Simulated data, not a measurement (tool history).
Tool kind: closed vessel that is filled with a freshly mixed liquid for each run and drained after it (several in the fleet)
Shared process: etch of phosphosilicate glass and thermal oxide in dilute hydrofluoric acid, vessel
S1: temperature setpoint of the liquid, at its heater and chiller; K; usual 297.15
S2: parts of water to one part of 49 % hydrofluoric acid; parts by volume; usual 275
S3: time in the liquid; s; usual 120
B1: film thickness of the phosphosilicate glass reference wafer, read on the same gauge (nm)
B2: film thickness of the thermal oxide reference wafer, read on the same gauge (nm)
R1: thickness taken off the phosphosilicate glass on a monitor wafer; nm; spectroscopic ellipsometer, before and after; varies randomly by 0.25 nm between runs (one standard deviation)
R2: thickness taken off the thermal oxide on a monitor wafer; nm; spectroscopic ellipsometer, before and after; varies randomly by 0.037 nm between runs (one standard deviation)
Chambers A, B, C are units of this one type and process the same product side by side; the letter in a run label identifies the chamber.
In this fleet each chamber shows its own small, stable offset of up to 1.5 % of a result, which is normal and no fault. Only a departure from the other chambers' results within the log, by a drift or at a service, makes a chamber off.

run,hour,S1,S2,S3,B1,B2,R1,R2
1C,6.5,297.15,275,120,30.011,89.994,46.952,1.6693
2A,15.3,297.15,275,120,29.979,90.034,48.066,1.7036
3B,20.7,297.15,275,120,30.024,89.996,48.01,1.7867
4C,29.2,297.15,275,120,30.013,90.025,47.62,1.742
5B,34.3,297.15,275,120,29.976,90.006,47.94,1.7414
6A,43.8,297.15,275,120,30.008,89.996,47.826,1.6761
7B,50.6,297.15,275,120,29.995,89.974,48.044,1.7046
8A,55.4,297.15,275,120,30.046,90.024,47.667,1.8169
# hour 58.5: chamber C: thermometer replaced
9C,60.4,297.15,275,120,29.993,90.031,47.565,1.7112
10A,65.5,297.15,275,120,29.969,89.996,47.913,1.7767
11B,74.9,297.15,275,120,29.997,90.031,48.564,1.7643
12C,81.5,297.15,275,120,29.981,89.967,47.217,1.6765
13B,87.8,297.15,200,100,29.977,89.977,59.787,2.1901
14A,94.4,297.15,200,100,30.016,90.035,59.136,2.166
15C,103.3,297.15,200,100,30.008,89.994,57.813,2.0846
# hour 107.1: chamber A: thermometer replaced
16A,109.2,297.15,275,170,29.984,90.04,67.671,2.5604
17C,113.6,297.15,275,170,29.992,89.948,64.817,2.3282
18B,119.3,297.15,275,170,30.036,90.003,68.698,2.4815
19C,128.9,298.65,275,185,29.97,90.005,72.855,2.6142
20A,133.9,298.65,275,185,30.022,89.981,77.499,2.7234
21B,142.3,298.65,275,185,30.021,90.034,77.882,2.7112
22B,148.7,297.15,275,120,30.009,89.965,48.078,1.739
23C,154.3,297.15,275,120,29.995,89.971,44.107,1.5789
24A,163.4,297.15,275,120,29.994,89.982,47.717,1.7643

Is one chamber out of step, is the gauge drifting, or do the chambers differ by no more than their own small offsets? For an off chamber, give its letter and the likeliest cause.

It is chamber C that slowly wanders off from its peers.
What lies behind it: hydrofluoric acid flow below the setpoint (%) = 5.95.
It could be hard to tell apart here from: liquid colder than its thermometer reads (K).

Which of the 4 candidates below, each the usual settings with something changed and its results left as question marks, puts chamber C back in line with what the other chambers give on the usual settings?
Allowed miss from the other chambers' usual-settings mean, per result, to count as in line: R1 0.88 nm; R2 0.13 nm
25C-1,170.7,297.15,265,125,,,?,?
25C-2,170.7,297.15,285,115,,,?,?
25C-3,170.7,297.15,270,120,,,?,?
25C-4,170.7,297.15,280,120,,,?,?

Average result of the remaining chambers running the usual settings: R1 47.922 nm; R2 1.7355 nm
run,R1,R2
25C-1,47.925,1.735
25C-2,40.121,1.4525
25C-3,44.911,1.6259
25C-4,42.842,1.551
25C-1 brings the chamber back in line.
